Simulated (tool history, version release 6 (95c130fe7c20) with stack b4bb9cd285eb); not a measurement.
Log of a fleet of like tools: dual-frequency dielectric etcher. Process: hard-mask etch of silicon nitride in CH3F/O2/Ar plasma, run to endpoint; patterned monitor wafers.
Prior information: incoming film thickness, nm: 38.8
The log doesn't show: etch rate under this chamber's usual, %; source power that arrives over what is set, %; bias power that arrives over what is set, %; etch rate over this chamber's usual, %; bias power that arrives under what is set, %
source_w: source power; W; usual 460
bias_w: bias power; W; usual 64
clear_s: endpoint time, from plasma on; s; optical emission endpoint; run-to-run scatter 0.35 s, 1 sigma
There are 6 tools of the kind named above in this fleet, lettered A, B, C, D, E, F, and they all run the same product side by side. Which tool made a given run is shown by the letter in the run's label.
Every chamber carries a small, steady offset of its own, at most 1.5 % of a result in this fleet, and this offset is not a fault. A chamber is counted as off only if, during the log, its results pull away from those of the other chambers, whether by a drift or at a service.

run	hour	source_w	bias_w	hours since the last wet clean	hours since the last source power generator calibration	hours since the last bias power generator calibration	clear_s
1D	3.6	460	64	6.0	1865.4	2730.4	55.459
2F	7.0	460	64	362.6	916.6	2523.5	54.539
3B	10.7	460	64	60.2	1193.4	323.1	55.089
4C	16.2	460	64	297.0	2071.7	1331.3	55.488
5A	19.3	570	64	397.3	43.4	3297.3	51.421
# hour 25.0: chamber A: wet clean of the chamber
6E	26.1	570	64	109.5	310.8	1982.1	50.468
7A	30.7	570	64	5.7	54.8	3308.7	51.065
8B	35.7	570	64	85.2	1218.4	348.1	50.789
9F	40.5	570	64	396.1	950.1	2557.0	51.319
10C	45.0	570	64	325.8	2100.5	1360.1	51.091
11E	50.8	460	64	134.2	335.5	2006.8	54.931
12D	57.2	460	64	59.6	1919.0	2784.0	54.896
13D	63.8	460	64	66.2	1925.6	2790.6	55.453
14A	67.1	460	64	42.1	91.2	3345.1	55.376
15B	72.3	460	64	121.8	1255.0	384.7	54.540
16C	75.5	460	64	356.3	2131.0	1390.6	55.954
17E	81.0	460	64	164.4	365.7	2037.0	54.347
18F	86.6	370	59	442.2	996.2	2603.1	61.275
19D	91.8	370	59	94.2	1953.6	2818.6	62.032
20A	95.9	370	59	70.9	120.0	3373.9	62.764
21C	100.4	370	59	381.2	2155.9	1415.5	63.100
22F	103.9	370	59	459.5	1013.5	2620.4	61.626
# hour 106.9: chamber D: source power generator calibrated
23E	109.3	370	59	192.7	394.0	2065.3	61.172
24B	112.9	560	64	162.4	1295.6	425.3	51.218
25D	118.4	560	64	120.8	11.5	2845.2	51.388
26F	124.9	560	64	480.5	1034.5	2641.4	51.346
27A	131.2	560	64	106.2	155.3	3409.2	51.793
28E	136.8	560	64	220.2	421.5	2092.8	51.147
29C	141.5	560	64	422.3	2197.0	1456.6	53.329
30B	146.1	460	64	195.6	1328.8	458.5	55.226
31B	149.4	460	64	198.9	1332.1	461.8	55.282
32D	154.1	460	64	156.5	47.2	2880.9	56.179
33F	157.7	460	64	513.3	1067.3	2674.2	55.303
34A	162.2	460	64	137.2	186.3	3440.2	55.841
35E	167.1	460	64	250.5	451.8	2123.1	54.553
36C	172.3	460	64	453.1	2227.8	1487.4	57.724
# hour 174.0: chamber F: wet clean of the chamber
37A	177.4	460	64	152.4	201.5	3455.4	55.539
38B	183.5	460	64	233.0	1366.2	495.9	55.204
39F	190.0	460	64	16.0	1099.6	2706.5	54.838
40D	196.6	460	64	199.0	89.7	2923.4	55.769
41C	202.4	420	64	483.2	2257.9	1517.5	60.416

Each of the 6 chambers runs these same settings next. Fill in every chamber's results:
42A	207.3	460	64				?
42B	207.3	460	64				?
42C	207.3	460	64				?
42D	207.3	460	64				?
42E	207.3	460	64				?
42F	207.3	460	64				?

run	clear_s
42A	55.697
42B	55.084
42C	57.934
42D	55.044
42E	54.760
42F	55.436
